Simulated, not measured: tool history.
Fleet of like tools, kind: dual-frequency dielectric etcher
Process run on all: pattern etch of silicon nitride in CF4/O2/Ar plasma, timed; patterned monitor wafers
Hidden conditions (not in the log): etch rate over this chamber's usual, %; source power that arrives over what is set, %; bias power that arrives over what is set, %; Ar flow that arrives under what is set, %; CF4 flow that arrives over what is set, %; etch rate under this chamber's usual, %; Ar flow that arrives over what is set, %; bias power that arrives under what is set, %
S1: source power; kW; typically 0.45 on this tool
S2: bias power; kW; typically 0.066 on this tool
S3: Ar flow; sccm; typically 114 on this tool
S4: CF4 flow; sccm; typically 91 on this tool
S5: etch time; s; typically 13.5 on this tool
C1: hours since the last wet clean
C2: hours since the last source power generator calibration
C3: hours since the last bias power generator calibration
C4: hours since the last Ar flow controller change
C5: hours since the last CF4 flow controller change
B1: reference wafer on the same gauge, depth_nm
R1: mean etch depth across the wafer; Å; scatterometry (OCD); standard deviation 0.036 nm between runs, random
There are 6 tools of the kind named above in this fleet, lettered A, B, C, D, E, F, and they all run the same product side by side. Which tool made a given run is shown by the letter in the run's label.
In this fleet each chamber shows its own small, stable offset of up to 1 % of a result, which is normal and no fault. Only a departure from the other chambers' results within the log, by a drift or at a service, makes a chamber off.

{"run": "1A", "hour": 3.5, "S1": 0.45, "S2": 0.066, "S3": 114, "S4": 91, "S5": 13.5, "C1": 555.5, "C2": 4212.5, "C3": 713.6, "C4": 275.4, "C5": 348, "B1": 23.703, "R1": 254.04}
{"run": "2C", "hour": 8.7, "S1": 0.45, "S2": 0.066, "S3": 114, "S4": 91, "S5": 13.5, "C1": 130.2, "C2": 2547.1, "C3": 790.8, "C4": 938.5, "C5": 2201.6, "B1": 23.7, "R1": 255.54}
{"run": "3E", "hour": 15.6, "S1": 0.45, "S2": 0.066, "S3": 114, "S4": 91, "S5": 13.5, "C1": 232.2, "C2": 2640.7, "C3": 728.9, "C4": 4492.4, "C5": 354.8, "B1": 23.716, "R1": 255.67}
{"run": "4B", "hour": 20.5, "S1": 0.45, "S2": 0.066, "S3": 114, "S4": 91, "S5": 13.5, "C1": 162.2, "C2": 1428.7, "C3": 1972.9, "C4": 330.8, "C5": 933.6, "B1": 23.718, "R1": 254.96}
{"run": "5D", "hour": 26.2, "S1": 0.45, "S2": 0.066, "S3": 114, "S4": 91, "S5": 13.5, "C1": 239.1, "C2": 2119.5, "C3": 1400.7, "C4": 2961.4, "C5": 2964.2, "B1": 23.72, "R1": 253.66}
{"run": "6F", "hour": 29.9, "S1": 0.45, "S2": 0.066, "S3": 114, "S4": 91, "S5": 13.5, "C1": 182.1, "C2": 261.6, "C3": 410.7, "C4": 270.6, "C5": 2071, "B1": 23.714, "R1": 252.86}
{"run": "7B", "hour": 37.0, "S1": 0.45, "S2": 0.066, "S3": 114, "S4": 91, "S5": 13.5, "C1": 178.7, "C2": 1445.2, "C3": 1989.4, "C4": 347.3, "C5": 950.1, "B1": 23.722, "R1": 254.32}
{"run": "8D", "hour": 42.8, "S1": 0.45, "S2": 0.066, "S3": 127, "S4": 91, "S5": 15, "C1": 255.7, "C2": 2136.1, "C3": 1417.3, "C4": 2978, "C5": 2980.8, "B1": 23.727, "R1": 277.41}
{"run": "9C", "hour": 47.0, "S1": 0.45, "S2": 0.066, "S3": 127, "S4": 91, "S5": 15, "C1": 168.5, "C2": 2585.4, "C3": 829.1, "C4": 976.8, "C5": 2239.9, "B1": 23.73, "R1": 280.46}
{"run": "10E", "hour": 51.5, "S1": 0.45, "S2": 0.066, "S3": 127, "S4": 91, "S5": 15, "C1": 268.1, "C2": 2676.6, "C3": 764.8, "C4": 4528.3, "C5": 390.7, "B1": 23.736, "R1": 281.36}
{"run": "11A", "hour": 58.2, "S1": 0.45, "S2": 0.066, "S3": 127, "S4": 91, "S5": 15, "C1": 610.2, "C2": 4267.2, "C3": 768.3, "C4": 330.1, "C5": 402.7, "B1": 23.725, "R1": 278.73}
{"run": "12F", "hour": 64.6, "S1": 0.45, "S2": 0.066, "S3": 127, "S4": 91, "S5": 15, "C1": 216.8, "C2": 296.3, "C3": 445.4, "C4": 305.3, "C5": 2105.7, "B1": 23.741, "R1": 278.07}
{"hour": 66.2, "done": "chamber A: wet clean of the chamber"}
{"run": "13E", "hour": 69.9, "S1": 0.45, "S2": 0.066, "S3": 127, "S4": 91, "S5": 15, "C1": 286.5, "C2": 2695, "C3": 783.2, "C4": 4546.7, "C5": 409.1, "B1": 23.739, "R1": 281.63}
{"run": "14B", "hour": 76.8, "S1": 0.45, "S2": 0.066, "S3": 133, "S4": 91, "S5": 16.5, "C1": 218.5, "C2": 1485, "C3": 2029.2, "C4": 387.1, "C5": 989.9, "B1": 23.754, "R1": 306.85}
{"run": "15C", "hour": 83.1, "S1": 0.45, "S2": 0.066, "S3": 133, "S4": 91, "S5": 16.5, "C1": 204.6, "C2": 2621.5, "C3": 865.2, "C4": 1012.9, "C5": 2276, "B1": 23.746, "R1": 308}
{"run": "16D", "hour": 90.1, "S1": 0.45, "S2": 0.066, "S3": 133, "S4": 91, "S5": 16.5, "C1": 303, "C2": 2183.4, "C3": 1464.6, "C4": 3025.3, "C5": 3028.1, "B1": 23.765, "R1": 304.36}
{"run": "17A", "hour": 94.7, "S1": 0.45, "S2": 0.066, "S3": 133, "S4": 91, "S5": 16.5, "C1": 28.6, "C2": 4303.7, "C3": 804.8, "C4": 366.6, "C5": 439.2, "B1": 23.752, "R1": 305.65}
{"run": "18F", "hour": 98.5, "S1": 0.45, "S2": 0.066, "S3": 133, "S4": 91, "S5": 16.5, "C1": 250.7, "C2": 330.2, "C3": 479.3, "C4": 339.2, "C5": 2139.6, "B1": 23.759, "R1": 305.12}
{"run": "19A", "hour": 103.8, "S1": 0.45, "S2": 0.066, "S3": 133, "S4": 91, "S5": 16.5, "C1": 37.7, "C2": 4312.8, "C3": 813.9, "C4": 375.7, "C5": 448.3, "B1": 23.769, "R1": 304.85}
{"run": "20E", "hour": 109.0, "S1": 0.45, "S2": 0.066, "S3": 114, "S4": 91, "S5": 13.5, "C1": 325.6, "C2": 2734.1, "C3": 822.3, "C4": 4585.8, "C5": 448.2, "B1": 23.769, "R1": 256.47}
{"run": "21F", "hour": 113.2, "S1": 0.45, "S2": 0.066, "S3": 114, "S4": 91, "S5": 13.5, "C1": 265.4, "C2": 344.9, "C3": 494, "C4": 353.9, "C5": 2154.3, "B1": 23.774, "R1": 253.58}
{"run": "22C", "hour": 117.8, "S1": 0.45, "S2": 0.066, "S3": 114, "S4": 91, "S5": 13.5, "C1": 239.3, "C2": 2656.2, "C3": 899.9, "C4": 1047.6, "C5": 2310.7, "B1": 23.771, "R1": 256.76}
{"hour": 119.0, "done": "chamber A: source power generator calibrated"}
{"run": "23D", "hour": 123.5, "S1": 0.45, "S2": 0.066, "S3": 114, "S4": 91, "S5": 13.5, "C1": 336.4, "C2": 2216.8, "C3": 1498, "C4": 3058.7, "C5": 3061.5, "B1": 23.773, "R1": 253.64}
{"run": "24B", "hour": 129.1, "S1": 0.45, "S2": 0.066, "S3": 114, "S4": 91, "S5": 13.5, "C1": 270.8, "C2": 1537.3, "C3": 2081.5, "C4": 439.4, "C5": 1042.2, "B1": 23.784, "R1": 255.62}
{"run": "25B", "hour": 132.7, "S1": 0.45, "S2": 0.066, "S3": 114, "S4": 91, "S5": 13.5, "C1": 274.4, "C2": 1540.9, "C3": 2085.1, "C4": 443, "C5": 1045.8, "B1": 23.784, "R1": 255.61}
{"run": "26F", "hour": 136.7, "S1": 0.45, "S2": 0.066, "S3": 114, "S4": 91, "S5": 13.5, "C1": 288.9, "C2": 368.4, "C3": 517.5, "C4": 377.4, "C5": 2177.8, "B1": 23.79, "R1": 253.83}
{"run": "27C", "hour": 141.1, "S1": 0.45, "S2": 0.066, "S3": 114, "S4": 91, "S5": 13.5, "C1": 262.6, "C2": 2679.5, "C3": 923.2, "C4": 1070.9, "C5": 2334, "B1": 23.787, "R1": 256.27}
{"run": "28E", "hour": 147.4, "S1": 0.45, "S2": 0.076, "S3": 114, "S4": 91, "S5": 11.5, "C1": 364, "C2": 2772.5, "C3": 860.7, "C4": 4624.2, "C5": 486.6, "B1": 23.788, "R1": 231.61}
{"run": "29D", "hour": 153.0, "S1": 0.45, "S2": 0.076, "S3": 114, "S4": 91, "S5": 11.5, "C1": 365.9, "C2": 2246.3, "C3": 1527.5, "C4": 3088.2, "C5": 3091, "B1": 23.788, "R1": 229.54}
{"run": "30A", "hour": 158.9, "S1": 0.45, "S2": 0.076, "S3": 114, "S4": 91, "S5": 11.5, "C1": 92.8, "C2": 39.9, "C3": 869, "C4": 430.8, "C5": 503.4, "B1": 23.809, "R1": 230.21}
{"run": "31E", "hour": 165.0, "S1": 0.45, "S2": 0.076, "S3": 114, "S4": 91, "S5": 11.5, "C1": 381.6, "C2": 2790.1, "C3": 878.3, "C4": 4641.8, "C5": 504.2, "B1": 23.801, "R1": 231.26}
{"run": "32F", "hour": 171.2, "S1": 0.45, "S2": 0.076, "S3": 114, "S4": 91, "S5": 11.5, "C1": 323.4, "C2": 402.9, "C3": 552, "C4": 411.9, "C5": 2212.3, "B1": 23.804, "R1": 229.05}
{"run": "33B", "hour": 174.8, "S1": 0.45, "S2": 0.076, "S3": 114, "S4": 91, "S5": 11.5, "C1": 316.5, "C2": 1583, "C3": 2127.2, "C4": 485.1, "C5": 1087.9, "B1": 23.812, "R1": 231.36}
{"run": "34D", "hour": 180.8, "S1": 0.45, "S2": 0.066, "S3": 114, "S4": 91, "S5": 13.5, "C1": 393.7, "C2": 2274.1, "C3": 1555.3, "C4": 3116, "C5": 3118.8, "B1": 23.81, "R1": 254.92}
{"run": "35C", "hour": 188.4, "S1": 0.52, "S2": 0.079, "S3": 114, "S4": 91, "S5": 13.5, "C1": 309.9, "C2": 2726.8, "C3": 970.5, "C4": 1118.2, "C5": 2381.3, "B1": 23.82, "R1": 313.3}
{"run": "36A", "hour": 192.0, "S1": 0.52, "S2": 0.079, "S3": 114, "S4": 91, "S5": 13.5, "C1": 125.9, "C2": 73, "C3": 902.1, "C4": 463.9, "C5": 536.5, "B1": 23.814, "R1": 311.31}
{"run": "37C", "hour": 198.4, "S1": 0.52, "S2": 0.079, "S3": 114, "S4": 91, "S5": 13.5, "C1": 319.9, "C2": 2736.8, "C3": 980.5, "C4": 1128.2, "C5": 2391.3, "B1": 23.818, "R1": 313.73}
{"run": "38A", "hour": 205.1, "S1": 0.52, "S2": 0.079, "S3": 114, "S4": 91, "S5": 13.5, "C1": 139, "C2": 86.1, "C3": 915.2, "C4": 477, "C5": 549.6, "B1": 23.835, "R1": 311.58}
{"run": "39E", "hour": 211.0, "S1": 0.52, "S2": 0.079, "S3": 114, "S4": 91, "S5": 13.5, "C1": 427.6, "C2": 2836.1, "C3": 924.3, "C4": 4687.8, "C5": 550.2, "B1": 23.822, "R1": 313.67}
{"run": "40F", "hour": 215.8, "S1": 0.52, "S2": 0.079, "S3": 114, "S4": 91, "S5": 13.5, "C1": 368, "C2": 447.5, "C3": 596.6, "C4": 456.5, "C5": 2256.9, "B1": 23.831, "R1": 309.57}

All chambers now run identical settings, listed one chamber a line with results as question marks. What results will each chamber show?
{"run": "41A", "hour": 221.3, "S1": 0.45, "S2": 0.066, "S3": 114, "S4": 91, "S5": 13.5, "R1": "?"}
{"run": "41B", "hour": 221.3, "S1": 0.45, "S2": 0.066, "S3": 114, "S4": 91, "S5": 13.5, "R1": "?"}
{"run": "41C", "hour": 221.3, "S1": 0.45, "S2": 0.066, "S3": 114, "S4": 91, "S5": 13.5, "R1": "?"}
{"run": "41D", "hour": 221.3, "S1": 0.45, "S2": 0.066, "S3": 114, "S4": 91, "S5": 13.5, "R1": "?"}
{"run": "41E", "hour": 221.3, "S1": 0.45, "S2": 0.066, "S3": 114, "S4": 91, "S5": 13.5, "R1": "?"}
{"run": "41F", "hour": 221.3, "S1": 0.45, "S2": 0.066, "S3": 114, "S4": 91, "S5": 13.5, "R1": "?"}

run=41A R1=255.01
run=41B R1=256.45
run=41C R1=256.56
run=41D R1=254.53
run=41E R1=257.6
run=41F R1=254.38
